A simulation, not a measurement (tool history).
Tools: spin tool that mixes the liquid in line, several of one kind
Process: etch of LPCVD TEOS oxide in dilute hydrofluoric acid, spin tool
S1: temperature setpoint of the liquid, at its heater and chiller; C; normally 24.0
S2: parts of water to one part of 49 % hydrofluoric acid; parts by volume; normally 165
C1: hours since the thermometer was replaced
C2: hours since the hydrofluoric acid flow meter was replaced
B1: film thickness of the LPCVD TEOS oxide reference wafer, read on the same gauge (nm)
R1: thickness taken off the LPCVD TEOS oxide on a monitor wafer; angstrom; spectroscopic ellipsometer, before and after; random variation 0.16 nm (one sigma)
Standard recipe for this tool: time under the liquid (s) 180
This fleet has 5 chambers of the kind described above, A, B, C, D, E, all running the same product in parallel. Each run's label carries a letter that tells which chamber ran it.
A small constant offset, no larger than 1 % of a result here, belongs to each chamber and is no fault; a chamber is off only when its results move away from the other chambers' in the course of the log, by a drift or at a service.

{"run": "1A", "day": 0.138, "S1": 24.0, "S2": 165, "time under the liquid (s)": 180, "C1": 2187.7, "C2": 26.8, "B1": 149.96, "R1": 188.99}
{"run": "2C", "day": 0.342, "S1": 24.0, "S2": 165, "time under the liquid (s)": 180, "C1": 1312.3, "C2": 19.4, "B1": 150.02, "R1": 186.6}
{"run": "3E", "day": 0.471, "S1": 24.0, "S2": 165, "time under the liquid (s)": 180, "C1": 184.2, "C2": 371.9, "B1": 149.97, "R1": 189.45}
{"run": "4D", "day": 0.567, "S1": 24.0, "S2": 165, "time under the liquid (s)": 180, "C1": 258.2, "C2": 454.3, "B1": 150.02, "R1": 190.9}
{"run": "5B", "day": 0.662, "S1": 24.0, "S2": 165, "time under the liquid (s)": 180, "C1": 407.1, "C2": 953.0, "B1": 149.99, "R1": 192.9}
{"run": "6B", "day": 0.762, "S1": 24.0, "S2": 165, "time under the liquid (s)": 180, "C1": 409.5, "C2": 955.4, "B1": 149.99, "R1": 192.63}
{"run": "7A", "day": 0.908, "S1": 24.0, "S2": 165, "time under the liquid (s)": 180, "C1": 2206.2, "C2": 45.3, "B1": 150.01, "R1": 191.58}
{"run": "8C", "day": 1.008, "S1": 24.0, "S2": 165, "time under the liquid (s)": 180, "C1": 1328.3, "C2": 35.4, "B1": 150.03, "R1": 188.75}
{"run": "9D", "day": 1.142, "S1": 24.0, "S2": 165, "time under the liquid (s)": 180, "C1": 272.0, "C2": 468.1, "B1": 149.99, "R1": 189.05}
{"run": "10E", "day": 1.271, "S1": 24.0, "S2": 165, "time under the liquid (s)": 180, "C1": 203.4, "C2": 391.1, "B1": 149.96, "R1": 190.3}
{"run": "11B", "day": 1.362, "S1": 24.0, "S2": 165, "time under the liquid (s)": 180, "C1": 423.9, "C2": 969.8, "B1": 149.98, "R1": 194.04}
{"run": "12D", "day": 1.5, "S1": 24.0, "S2": 165, "time under the liquid (s)": 180, "C1": 280.6, "C2": 476.7, "B1": 149.96, "R1": 189.28}
{"run": "13E", "day": 1.696, "S1": 24.0, "S2": 165, "time under the liquid (s)": 180, "C1": 213.6, "C2": 401.3, "B1": 150.03, "R1": 189.58}
{"run": "14A", "day": 1.792, "S1": 28.5, "S2": 115, "time under the liquid (s)": 180, "C1": 2227.4, "C2": 66.5, "B1": 150.0, "R1": 339.61}
{"run": "15C", "day": 1.933, "S1": 28.5, "S2": 115, "time under the liquid (s)": 180, "C1": 1350.5, "C2": 57.6, "B1": 150.07, "R1": 333.52}
{"run": "16B", "day": 2.058, "S1": 28.5, "S2": 115, "time under the liquid (s)": 180, "C1": 440.6, "C2": 986.5, "B1": 150.03, "R1": 355.54}
{"run": "17E", "day": 2.154, "S1": 28.5, "S2": 115, "time under the liquid (s)": 180, "C1": 224.6, "C2": 412.3, "B1": 150.01, "R1": 337.72}
{"run": "18D", "day": 2.275, "S1": 28.5, "S2": 115, "time under the liquid (s)": 180, "C1": 299.2, "C2": 495.3, "B1": 150.04, "R1": 336.89}
{"run": "19A", "day": 2.388, "S1": 24.0, "S2": 165, "time under the liquid (s)": 180, "C1": 2241.7, "C2": 80.8, "B1": 150.01, "R1": 186.79}
{"run": "20C", "day": 2.579, "S1": 24.0, "S2": 165, "time under the liquid (s)": 180, "C1": 1366.0, "C2": 73.1, "B1": 149.94, "R1": 185.31}
{"run": "21D", "day": 2.721, "S1": 21.0, "S2": 225, "time under the liquid (s)": 180, "C1": 309.9, "C2": 506.0, "B1": 150.05, "R1": 117.71}
{"run": "22C", "day": 2.908, "S1": 21.0, "S2": 225, "time under the liquid (s)": 180, "C1": 1373.9, "C2": 81.0, "B1": 150.03, "R1": 113.72}
{"run": "23B", "day": 3.1, "S1": 21.0, "S2": 225, "time under the liquid (s)": 180, "C1": 465.6, "C2": 1011.5, "B1": 150.01, "R1": 124.88}
{"run": "24A", "day": 3.296, "S1": 21.0, "S2": 225, "time under the liquid (s)": 180, "C1": 2263.5, "C2": 102.6, "B1": 149.94, "R1": 115.99}
{"run": "25E", "day": 3.412, "S1": 21.0, "S2": 225, "time under the liquid (s)": 180, "C1": 254.8, "C2": 442.5, "B1": 149.99, "R1": 116.6}
{"run": "26C", "day": 3.546, "S1": 24.0, "S2": 105, "time under the liquid (s)": 180, "C1": 1389.2, "C2": 96.3, "B1": 150.04, "R1": 318.77}
{"run": "27E", "day": 3.708, "S1": 24.0, "S2": 105, "time under the liquid (s)": 180, "C1": 261.9, "C2": 449.6, "B1": 149.96, "R1": 313.82}
{"run": "28B", "day": 3.817, "S1": 24.0, "S2": 105, "time under the liquid (s)": 180, "C1": 482.8, "C2": 1028.7, "B1": 150.0, "R1": 341.27}
{"run": "29D", "day": 3.979, "S1": 24.0, "S2": 105, "time under the liquid (s)": 180, "C1": 340.1, "C2": 536.2, "B1": 150.03, "R1": 312.91}
{"run": "30A", "day": 4.154, "S1": 24.0, "S2": 105, "time under the liquid (s)": 180, "C1": 2284.1, "C2": 123.2, "B1": 150.03, "R1": 311.49}
{"run": "31E", "day": 4.312, "S1": 24.0, "S2": 165, "time under the liquid (s)": 180, "C1": 276.4, "C2": 464.1, "B1": 149.99, "R1": 187.43}

Predict what each chamber gives when all 5 of them run the settings below next.
{"run": "32A", "day": 4.458, "S1": 24.0, "S2": 165, "time under the liquid (s)": 100, "R1": "?"}
{"run": "32B", "day": 4.458, "S1": 24.0, "S2": 165, "time under the liquid (s)": 100, "R1": "?"}
{"run": "32C", "day": 4.458, "S1": 24.0, "S2": 165, "time under the liquid (s)": 100, "R1": "?"}
{"run": "32D", "day": 4.458, "S1": 24.0, "S2": 165, "time under the liquid (s)": 100, "R1": "?"}
{"run": "32E", "day": 4.458, "S1": 24.0, "S2": 165, "time under the liquid (s)": 100, "R1": "?"}

run=32A R1=103.85
run=32B R1=115.35
run=32C R1=103.55
run=32D R1=106.97
run=32E R1=105.77
